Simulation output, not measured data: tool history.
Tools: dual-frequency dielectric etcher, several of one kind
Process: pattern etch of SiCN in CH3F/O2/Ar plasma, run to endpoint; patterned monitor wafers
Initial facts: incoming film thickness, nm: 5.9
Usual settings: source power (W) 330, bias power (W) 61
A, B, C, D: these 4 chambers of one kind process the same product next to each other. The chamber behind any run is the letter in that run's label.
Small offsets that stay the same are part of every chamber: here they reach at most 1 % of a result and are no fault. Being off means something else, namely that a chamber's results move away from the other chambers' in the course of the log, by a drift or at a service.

Run 1C, hour 5.9: usual settings. Result: endpoint time (s) 17.793.
Run 2D, hour 9.5: usual settings. Result: endpoint time (s) 17.937.
Run 3A, hour 15.1: usual settings. Result: endpoint time (s) 17.951.
Run 4B, hour 17.9: usual settings. Result: endpoint time (s) 18.108.
Run 5B, hour 21.9: usual settings. Result: endpoint time (s) 18.211.
Run 6A, hour 27.7: usual settings. Result: endpoint time (s) 17.816.
Run 7D, hour 33.6: usual settings. Result: endpoint time (s) 17.926.
Run 8C, hour 38.1: usual settings. Result: endpoint time (s) 17.796.
Run 9D, hour 43.3: usual settings but source power (W) 410, bias power (W) 56. Result: endpoint time (s) 16.877.
Run 10A, hour 46.1: usual settings but source power (W) 410, bias power (W) 56. Result: endpoint time (s) 16.839.
Run 11C, hour 51.3: usual settings but source power (W) 410, bias power (W) 56. Result: endpoint time (s) 16.751.
Run 12B, hour 54.2: usual settings but source power (W) 410, bias power (W) 56. Result: endpoint time (s) 17.003.
Run 13B, hour 57.8: usual settings. Result: endpoint time (s) 18.016.
Run 14D, hour 63.7: usual settings but bias power (W) 73. Result: endpoint time (s) 16.774.
Run 15C, hour 69: usual settings but bias power (W) 73. Result: endpoint time (s) 16.656.
Run 16A, hour 73.1: usual settings but bias power (W) 73. Result: endpoint time (s) 16.821.
Run 17C, hour 77.3: usual settings but bias power (W) 73. Result: endpoint time (s) 16.607.
Run 18D, hour 81.6: usual settings. Result: endpoint time (s) 17.859.
Run 19B, hour 85.1: usual settings. Result: endpoint time (s) 17.925.
At hour 89.7: chamber C: wet clean of the chamber.
Run 20A, hour 90.3: usual settings but source power (W) 300. Result: endpoint time (s) 18.508.
Run 21A, hour 96: usual settings but source power (W) 300. Result: endpoint time (s) 18.538.
Run 22C, hour 100.4: usual settings but source power (W) 300. Result: endpoint time (s) 17.829.
Run 23D, hour 106.1: usual settings but source power (W) 300. Result: endpoint time (s) 18.49.
Run 24B, hour 109.8: usual settings. Result: endpoint time (s) 18.098.
Run 25D, hour 115.1: usual settings. Result: endpoint time (s) 17.788.
Run 26A, hour 118: usual settings. Result: endpoint time (s) 17.944.
Run 27C, hour 121: usual settings. Result: endpoint time (s) 17.293.
Run 28B, hour 124.4: usual settings. Result: endpoint time (s) 18.229.
Run 29A, hour 127.6: usual settings. Result: endpoint time (s) 17.954.
Run 30B, hour 133.4: usual settings. Result: endpoint time (s) 18.096.
Run 31C, hour 138.1: usual settings but source power (W) 370, bias power (W) 53. Result: endpoint time (s) 17.375.
Run 32D, hour 141.5: usual settings but source power (W) 370, bias power (W) 53. Result: endpoint time (s) 18.015.
Run 33B, hour 147.1: usual settings but source power (W) 370, bias power (W) 53. Result: endpoint time (s) 18.103.
Run 34A, hour 152.9: usual settings but source power (W) 370, bias power (W) 53. Result: endpoint time (s) 17.94.
Run 35D, hour 157.2: usual settings. Result: endpoint time (s) 17.876.
Run 36C, hour 160.1: usual settings. Result: endpoint time (s) 17.455.
Run 37D, hour 165.9: usual settings. Result: endpoint time (s) 18.011.
Run 38A, hour 172: usual settings but bias power (W) 50. Result: endpoint time (s) 19.138.
Run 39B, hour 176.8: usual settings but bias power (W) 50. Result: endpoint time (s) 19.306.
Run 40C, hour 180.7: usual settings but bias power (W) 50. Result: endpoint time (s) 18.693.

Decide between three cases: one chamber stands off from its peers, the gauge reading all wafers drifts, or nothing is wrong past each chamber's small offset. Where a chamber is off, say which and what most likely put it there.

After it was serviced, chamber C no longer matches the other chambers.
Most likely cause: etch rate over this chamber's usual, % = 2.4.

Which of the 4 candidates below, each the usual settings with something changed and its results left as question marks, puts chamber C back in line with what the other chambers give on the usual settings?
In line here means within this much of the mean the other chambers give on the usual settings: endpoint time (s) 0.28
Run 41C-1, hour 185.2: usual settings but bias power (W) 62. Result: endpoint time (s) ?.
Run 41C-2, hour 185.2: usual settings but source power (W) 310, bias power (W) 58. Result: endpoint time (s) ?.
Run 41C-3, hour 185.2: usual settings but source power (W) 320. Result: endpoint time (s) ?.
Run 41C-4, hour 185.2: usual settings but source power (W) 350, bias power (W) 64. Result: endpoint time (s) ?.

Other chambers, usual settings, mean: endpoint time (s) 17.941
  run  endpoint time (s)
41C-1              17.22
41C-2             18.041
41C-3              17.52
41C-4             16.656
41C-2 is the one that brings the chamber's results back in line with the other chambers.

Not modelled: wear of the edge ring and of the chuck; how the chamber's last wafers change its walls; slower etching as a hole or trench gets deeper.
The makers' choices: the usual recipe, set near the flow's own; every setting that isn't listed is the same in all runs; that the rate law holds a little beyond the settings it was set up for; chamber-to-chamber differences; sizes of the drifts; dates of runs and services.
